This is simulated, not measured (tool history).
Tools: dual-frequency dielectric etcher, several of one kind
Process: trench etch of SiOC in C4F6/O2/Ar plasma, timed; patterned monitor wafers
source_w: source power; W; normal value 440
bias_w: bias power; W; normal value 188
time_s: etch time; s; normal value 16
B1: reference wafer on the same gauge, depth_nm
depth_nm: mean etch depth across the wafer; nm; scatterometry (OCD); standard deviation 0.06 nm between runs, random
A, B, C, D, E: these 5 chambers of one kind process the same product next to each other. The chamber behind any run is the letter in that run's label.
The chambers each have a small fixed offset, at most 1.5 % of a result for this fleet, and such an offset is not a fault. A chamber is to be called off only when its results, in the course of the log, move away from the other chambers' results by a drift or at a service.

Run 1E, hour 3.9: usual settings; B1 29.406. Result: depth_nm 34.876 nm.
Run 2C, hour 6.9: usual settings; B1 29.394. Result: depth_nm 34.89 nm.
Run 3D, hour 10.5: usual settings; B1 29.408. Result: depth_nm 35.044 nm.
Run 4B, hour 14.7: usual settings; B1 29.419. Result: depth_nm 34.658 nm.
Run 5A, hour 20.8: usual settings; B1 29.432. Result: depth_nm 35.023 nm.
Run 6D, hour 25.9: usual settings; B1 29.436. Result: depth_nm 35.14 nm.
Run 7B, hour 31.2: usual settings but source_w 510 W; B1 29.444. Result: depth_nm 36.773 nm.
Run 8A, hour 36.4: usual settings but source_w 510 W; B1 29.457. Result: depth_nm 37.078 nm.
Run 9E, hour 39.4: usual settings but source_w 510 W; B1 29.438. Result: depth_nm 36.962 nm.
Run 10C, hour 43.3: usual settings but source_w 510 W; B1 29.446. Result: depth_nm 36.898 nm.
Run 11D, hour 47.8: usual settings but source_w 510 W; B1 29.446. Result: depth_nm 37.227 nm.
Run 12A, hour 51.3: usual settings; B1 29.465. Result: depth_nm 35.055 nm.
Run 13B, hour 54.8: usual settings; B1 29.468. Result: depth_nm 34.708 nm.
Run 14E, hour 61.5: usual settings; B1 29.488. Result: depth_nm 34.868 nm.
Run 15C, hour 66.3: usual settings; B1 29.487. Result: depth_nm 34.929 nm.
Run 16D, hour 72.3: usual settings; B1 29.486. Result: depth_nm 35.21 nm.
Run 17C, hour 78.7: usual settings; B1 29.503. Result: depth_nm 34.992 nm.
Run 18E, hour 82.2: usual settings; B1 29.523. Result: depth_nm 34.919 nm.
Run 19A, hour 85.1: usual settings; B1 29.514. Result: depth_nm 35.096 nm.
Run 20B, hour 91.3: usual settings; B1 29.527. Result: depth_nm 34.799 nm.
Run 21D, hour 97: usual settings but source_w 480 W; B1 29.538. Result: depth_nm 36.325 nm.
Run 22B, hour 101.9: usual settings but source_w 480 W; B1 29.537. Result: depth_nm 35.943 nm.
Run 23C, hour 107.3: usual settings but source_w 480 W; B1 29.541. Result: depth_nm 36.039 nm.
Run 24A, hour 112.5: usual settings but source_w 480 W; B1 29.532. Result: depth_nm 36.464 nm.
Run 25E, hour 117.8: usual settings but source_w 480 W; B1 29.555. Result: depth_nm 36.363 nm.
Run 26D, hour 124.2: usual settings; B1 29.548. Result: depth_nm 35.257 nm.
Run 27C, hour 130.4: usual settings; B1 29.579. Result: depth_nm 35.052 nm.
Run 28A, hour 136.8: usual settings but bias_w 212 W; B1 29.583. Result: depth_nm 36.543 nm.
Run 29E, hour 141.3: usual settings but bias_w 212 W; B1 29.59. Result: depth_nm 36.433 nm.
Run 30B, hour 147.5: usual settings but bias_w 212 W; B1 29.59. Result: depth_nm 36.116 nm.
Run 31B, hour 153.1: usual settings but bias_w 212 W; B1 29.593. Result: depth_nm 36.168 nm.

Has any chamber moved away from the others, gradually or after a service, or does the common gauge drift, or do the chambers differ only by their own small steady offsets? State the chamber and the most likely cause if one applies.

None of the chambers is off. What moves is the gauge, dragging all their readings along together.
What lies behind it: gauge reads high (%) = 0.706.
